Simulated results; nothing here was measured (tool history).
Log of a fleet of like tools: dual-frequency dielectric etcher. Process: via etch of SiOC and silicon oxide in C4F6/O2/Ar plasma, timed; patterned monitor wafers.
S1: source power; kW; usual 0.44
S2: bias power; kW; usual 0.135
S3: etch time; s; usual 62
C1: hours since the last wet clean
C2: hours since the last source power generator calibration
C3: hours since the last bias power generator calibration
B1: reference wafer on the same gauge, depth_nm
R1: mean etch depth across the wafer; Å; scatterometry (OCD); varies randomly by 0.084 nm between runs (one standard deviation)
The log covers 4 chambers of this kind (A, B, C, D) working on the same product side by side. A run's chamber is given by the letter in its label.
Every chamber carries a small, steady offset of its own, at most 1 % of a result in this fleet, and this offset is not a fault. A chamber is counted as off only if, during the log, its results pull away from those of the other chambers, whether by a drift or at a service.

Run 1C, day 0.417: usual settings; C1 373.4; C2 2522.3; C3 1925.2; B1 60.781. Result: R1 661.95 Å.
At day 0.85: chamber A: wet clean of the chamber.
Run 2B, day 0.892: usual settings; C1 243.5; C2 25.8; C3 1119.7; B1 60.763. Result: R1 664.1 Å.
Run 3D, day 1.346: usual settings; C1 573.4; C2 226.6; C3 741.2; B1 60.77. Result: R1 667.05 Å.
Run 4A, day 1.729: usual settings; C1 21.1; C2 2694.8; C3 1905.9; B1 60.772. Result: R1 660.54 Å.
Run 5C, day 2.029: usual settings but S1 0.54 kW, S2 0.112 kW; C1 412.1; C2 2561; C3 1963.9; B1 60.744. Result: R1 680.42 Å.
Run 6D, day 2.421: usual settings but S1 0.54 kW, S2 0.112 kW; C1 599.2; C2 252.4; C3 767; B1 60.725. Result: R1 685.38 Å.
Run 7B, day 2.858: usual settings but S1 0.54 kW, S2 0.112 kW; C1 290.7; C2 73; C3 1166.9; B1 60.756. Result: R1 683.23 Å.
Run 8A, day 3.246: usual settings but S1 0.54 kW, S2 0.112 kW; C1 57.5; C2 2731.2; C3 1942.3; B1 60.733. Result: R1 678.19 Å.
At day 3.321: chamber D: wet clean of the chamber.
Run 9D, day 3.75: usual settings; C1 10.3; C2 284.3; C3 798.9; B1 60.715. Result: R1 667.61 Å.
Run 10B, day 4.171: usual settings; C1 322.2; C2 104.5; C3 1198.4; B1 60.699. Result: R1 663.43 Å.
Run 11C, day 4.725: usual settings; C1 476.8; C2 2625.7; C3 2028.6; B1 60.688. Result: R1 660.5 Å.
Run 12A, day 5.267: usual settings; C1 106; C2 2779.7; C3 1990.8; B1 60.668. Result: R1 659.66 Å.
Run 13B, day 5.817: usual settings; C1 361.7; C2 144; C3 1237.9; B1 60.655. Result: R1 663.86 Å.
Run 14D, day 6.283: usual settings; C1 71.1; C2 345.1; C3 859.7; B1 60.67. Result: R1 667.91 Å.
Run 15C, day 6.646: usual settings but S1 0.51 kW, S3 79 s; C1 522.9; C2 2671.8; C3 2074.7; B1 60.657. Result: R1 893.89 Å.
Run 16A, day 6.925: usual settings but S1 0.51 kW, S3 79 s; C1 145.8; C2 2819.5; C3 2030.6; B1 60.642. Result: R1 888.58 Å.
Run 17D, day 7.254: usual settings but S1 0.51 kW, S3 79 s; C1 94.4; C2 368.4; C3 883; B1 60.632. Result: R1 900.09 Å.
At day 7.288: chamber C: wet clean of the chamber.
Run 18A, day 7.817: usual settings but S1 0.51 kW, S3 79 s; C1 167.2; C2 2840.9; C3 2052; B1 60.618. Result: R1 889.56 Å.
Run 19C, day 8.117: usual settings; C1 19.9; C2 2707.1; C3 2110; B1 60.631. Result: R1 660.38 Å.
Run 20B, day 8.458: usual settings; C1 425.1; C2 207.4; C3 1301.3; B1 60.606. Result: R1 661.89 Å.
Run 21A, day 8.712: usual settings; C1 188.7; C2 2862.4; C3 2073.5; B1 60.607. Result: R1 657.29 Å.
Run 22D, day 9.075: usual settings but S1 0.52 kW; C1 138.1; C2 412.1; C3 926.7; B1 60.595. Result: R1 712.25 Å.
Run 23C, day 9.346: usual settings but S1 0.52 kW; C1 49.4; C2 2736.6; C3 2139.5; B1 60.571. Result: R1 704.99 Å.
Run 24B, day 9.667: usual settings but S1 0.52 kW; C1 454.1; C2 236.4; C3 1330.3; B1 60.598. Result: R1 707.79 Å.
Run 25C, day 10.029: usual settings but S1 0.52 kW; C1 65.8; C2 2753; C3 2155.9; B1 60.591. Result: R1 705.51 Å.
At day 10.058: chamber C: source power generator calibrated.
Run 26A, day 10.567: usual settings; C1 233.2; C2 2906.9; C3 2118; B1 60.569. Result: R1 657.84 Å.
Run 27D, day 11.096: usual settings but S1 0.38 kW, S2 0.104 kW; C1 186.6; C2 460.6; C3 975.2; B1 60.532. Result: R1 579.68 Å.
Run 28B, day 11.471: usual settings but S1 0.38 kW, S2 0.104 kW; C1 497.4; C2 279.7; C3 1373.6; B1 60.574. Result: R1 576.5 Å.
Run 29B, day 11.867: usual settings but S1 0.38 kW, S2 0.104 kW; C1 506.9; C2 289.2; C3 1383.1; B1 60.533. Result: R1 577.33 Å.
Run 30A, day 12.317: usual settings but S1 0.38 kW, S2 0.104 kW; C1 275.2; C2 2948.9; C3 2160; B1 60.503. Result: R1 575.16 Å.
Run 31D, day 12.708: usual settings; C1 225.3; C2 499.3; C3 1013.9; B1 60.516. Result: R1 665.39 Å.
Run 32C, day 12.975: usual settings; C1 136.5; C2 70; C3 2226.6; B1 60.505. Result: R1 659.29 Å.
Run 33A, day 13.379: usual settings; C1 300.7; C2 2974.4; C3 2185.5; B1 60.511. Result: R1 657.63 Å.
Run 34B, day 13.638: usual settings but S1 0.54 kW, S3 72.5 s; C1 549.4; C2 331.7; C3 1425.6; B1 60.481. Result: R1 838.37 Å.

The same settings go to every chamber for the next run, one line per chamber below. Forecast the results for each:
Run 35A, day 14.046: usual settings but S3 45.5 s. Result: R1 ?.
Run 35B, day 14.046: usual settings but S3 45.5 s. Result: R1 ?.
Run 35C, day 14.046: usual settings but S3 45.5 s. Result: R1 ?.
Run 35D, day 14.046: usual settings but S3 45.5 s. Result: R1 ?.

run      R1
35A  481.68
35B  484.17
35C  484.98
35D  487.87
